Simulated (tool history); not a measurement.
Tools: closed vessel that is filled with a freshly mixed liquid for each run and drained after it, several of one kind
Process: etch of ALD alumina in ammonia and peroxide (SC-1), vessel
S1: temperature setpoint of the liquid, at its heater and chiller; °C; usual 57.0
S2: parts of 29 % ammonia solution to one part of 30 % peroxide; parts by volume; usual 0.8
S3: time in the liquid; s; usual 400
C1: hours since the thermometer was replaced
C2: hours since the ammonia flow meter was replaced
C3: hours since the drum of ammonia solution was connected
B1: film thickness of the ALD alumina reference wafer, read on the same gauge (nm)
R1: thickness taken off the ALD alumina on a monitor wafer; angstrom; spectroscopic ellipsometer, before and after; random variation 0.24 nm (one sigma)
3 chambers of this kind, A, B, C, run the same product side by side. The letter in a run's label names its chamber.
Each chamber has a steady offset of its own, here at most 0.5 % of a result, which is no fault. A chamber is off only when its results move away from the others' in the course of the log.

run   hour    S1   S2   S3      C1      C2     C3      B1      R1
 1C    2.8  57.0  0.8  400  1310.3  1198.3  329.7  140.02  518.52
 2A    7.3  57.0  0.8  400   193.8   469.2  926.9  139.99  517.68
 3B   12.3  57.0  0.8  400   537.3   423.8  894.4  140.00  514.65
 4A   18.3  57.0  0.8  400   204.8   480.2  937.9  140.01  515.59
 5B   22.5  57.0  0.8  400   547.5   434.0  904.6  140.04  515.32
      25.0  -- chamber B: new drum of ammonia solution connected
 6C   25.4  57.0  0.8  400  1332.9  1220.9  352.3  139.96  516.86
 7A   28.4  57.0  0.8  400   214.9   490.3  948.0  140.00  515.33
 8B   31.2  57.0  0.8  400   556.2   442.7    6.2  139.99  512.53
 9C   36.7  57.0  0.8  400  1344.2  1232.2  363.6  140.01  515.55
10C   39.9  57.0  0.8  400  1347.4  1235.4  366.8  139.97  520.79
11B   43.3  57.0  0.8  400   568.3   454.8   18.3  140.04  515.09
      46.3  -- chamber B: thermometer replaced
12A   49.2  57.0  0.8  400   235.7   511.1  968.8  139.99  514.06
13C   54.5  57.0  0.8  400  1362.0  1250.0  381.4  140.00  518.01
      55.5  -- chamber A: new drum of ammonia solution connected
14A   59.1  57.0  0.8  400   245.6   521.0    3.7  139.98  510.01
15B   64.4  57.0  0.8  400    18.1   475.9   39.4  139.98  514.50
16A   68.9  57.0  0.8  400   255.4   530.8   13.5  139.99  507.90
17B   72.7  57.0  0.8  400    26.4   484.2   47.7  139.98  512.51
18C   75.6  57.0  0.8  400  1383.1  1271.1  402.5  140.02  517.11
19B   81.3  57.0  0.8  400    35.0   492.8   56.3  139.99  514.91
20C   87.2  61.0  0.8  400  1394.7  1282.7  414.1  139.98  636.35
21A   93.0  61.0  0.8  400   279.5   554.9   37.6  140.02  620.69
22A   96.5  61.0  0.8  400   283.0   558.4   41.1  139.98  619.11
23B  101.3  57.0  0.8  400    55.0   512.8   76.3  140.02  515.29
24C  106.0  57.0  0.8  400  1413.5  1301.5  432.9  139.99  521.87
25B  108.9  57.0  0.8  400    62.6   520.4   83.9  140.00  517.07
26A  114.5  57.0  0.8  400   301.0   576.4   59.1  139.97  496.98
27C  120.4  57.0  0.8  400  1427.9  1315.9  447.3  139.97  517.57
28B  125.8  57.0  0.8  400    79.5   537.3  100.8  140.02  514.80
29A  130.3  57.0  0.8  400   316.8   592.2   74.9  139.99  494.13
30C  133.6  57.0  0.8  400  1441.1  1329.1  460.5  140.00  516.99
31C  139.6  63.5  0.8  400  1447.1  1335.1  466.5  140.02  729.07

Next, every chamber runs the same settings. What will each give?
32A  144.0  57.0  0.8  400                   ?
32B  144.0  57.0  0.8  400                   ?
32C  144.0  57.0  0.8  400                   ?

run      R1
32A  489.18
32B  519.98
32C  515.62
